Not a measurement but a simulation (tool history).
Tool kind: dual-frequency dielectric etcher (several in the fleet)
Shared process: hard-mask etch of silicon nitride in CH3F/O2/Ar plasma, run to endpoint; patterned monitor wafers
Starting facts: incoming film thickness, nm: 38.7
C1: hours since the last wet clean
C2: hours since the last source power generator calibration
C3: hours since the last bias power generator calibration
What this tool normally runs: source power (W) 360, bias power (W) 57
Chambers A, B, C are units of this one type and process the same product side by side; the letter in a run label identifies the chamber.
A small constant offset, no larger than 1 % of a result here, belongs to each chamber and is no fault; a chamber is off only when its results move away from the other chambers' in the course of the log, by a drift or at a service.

run 1B hour=14 | source_power_(W)=360 bias_power_(W)=57 | C1=302.1 C2=214.3 C3=1373.1 | endpoint_time_(s)=63.891
run 2A hour=29.5 | source_power_(W)=360 bias_power_(W)=57 | C1=194.8 C2=749.3 C3=4284.7 | endpoint_time_(s)=63.253
-- hour=43 chamber A: bias power generator calibrated
run 3C hour=43.8 | source_power_(W)=360 bias_power_(W)=57 | C1=155.5 C2=1322.8 C3=3396.8 | endpoint_time_(s)=62.635
run 4C hour=58.1 | source_power_(W)=360 bias_power_(W)=57 | C1=169.8 C2=1337.1 C3=3411.1 | endpoint_time_(s)=62.97
run 5A hour=69.6 | source_power_(W)=360 bias_power_(W)=57 | C1=234.9 C2=789.4 C3=26.7 | endpoint_time_(s)=62.601
run 6B hour=84.1 | source_power_(W)=360 bias_power_(W)=57 | C1=372.2 C2=284.4 C3=1443.2 | endpoint_time_(s)=63.35
run 7B hour=97.6 | source_power_(W)=360 bias_power_(W)=57 | C1=385.7 C2=297.9 C3=1456.7 | endpoint_time_(s)=62.96
-- hour=103.8 chamber B: wet clean of the chamber
run 8C hour=109.1 | source_power_(W)=360 bias_power_(W)=57 | C1=220.8 C2=1388.1 C3=3462.1 | endpoint_time_(s)=62.694
run 9A hour=123.2 | source_power_(W)=430 bias_power_(W)=57 | C1=288.5 C2=843 C3=80.3 | endpoint_time_(s)=58.067
run 10A hour=131.4 | source_power_(W)=430 bias_power_(W)=57 | C1=296.7 C2=851.2 C3=88.5 | endpoint_time_(s)=58.64
run 11B hour=143.5 | source_power_(W)=430 bias_power_(W)=57 | C1=39.8 C2=343.8 C3=1502.6 | endpoint_time_(s)=58.834
run 12C hour=155.3 | source_power_(W)=360 bias_power_(W)=57 | C1=267 C2=1434.3 C3=3508.3 | endpoint_time_(s)=63.553
run 13C hour=163.8 | source_power_(W)=360 bias_power_(W)=57 | C1=275.5 C2=1442.8 C3=3516.8 | endpoint_time_(s)=62.968
run 14A hour=180.3 | source_power_(W)=360 bias_power_(W)=57 | C1=345.6 C2=900.1 C3=137.4 | endpoint_time_(s)=63.178
run 15B hour=194.1 | source_power_(W)=360 bias_power_(W)=57 | C1=90.4 C2=394.4 C3=1553.2 | endpoint_time_(s)=62.888
run 16C hour=201.4 | source_power_(W)=310 bias_power_(W)=70 | C1=313.1 C2=1480.4 C3=3554.4 | endpoint_time_(s)=62.649
-- hour=204.1 chamber C: bias power generator calibrated
run 17A hour=209.7 | source_power_(W)=310 bias_power_(W)=70 | C1=375 C2=929.5 C3=166.8 | endpoint_time_(s)=61.857
run 18B hour=217 | source_power_(W)=310 bias_power_(W)=70 | C1=113.3 C2=417.3 C3=1576.1 | endpoint_time_(s)=62.805
run 19A hour=224.5 | source_power_(W)=360 bias_power_(W)=57 | C1=389.8 C2=944.3 C3=181.6 | endpoint_time_(s)=63.243
run 20C hour=238.9 | source_power_(W)=360 bias_power_(W)=57 | C1=350.6 C2=1517.9 C3=34.8 | endpoint_time_(s)=62.941
run 21B hour=250.6 | source_power_(W)=360 bias_power_(W)=57 | C1=146.9 C2=450.9 C3=1609.7 | endpoint_time_(s)=62.844

Each of the 3 chambers runs these same settings next. Fill in every chamber's results:
run 22A hour=262.6 | source_power_(W)=360 bias_power_(W)=67 | endpoint_time_(s)=?
run 22B hour=262.6 | source_power_(W)=360 bias_power_(W)=67 | endpoint_time_(s)=?
run 22C hour=262.6 | source_power_(W)=360 bias_power_(W)=67 | endpoint_time_(s)=?

run=22A endpoint_time_(s)=59.434
run=22B endpoint_time_(s)=59.762
run=22C endpoint_time_(s)=59.438

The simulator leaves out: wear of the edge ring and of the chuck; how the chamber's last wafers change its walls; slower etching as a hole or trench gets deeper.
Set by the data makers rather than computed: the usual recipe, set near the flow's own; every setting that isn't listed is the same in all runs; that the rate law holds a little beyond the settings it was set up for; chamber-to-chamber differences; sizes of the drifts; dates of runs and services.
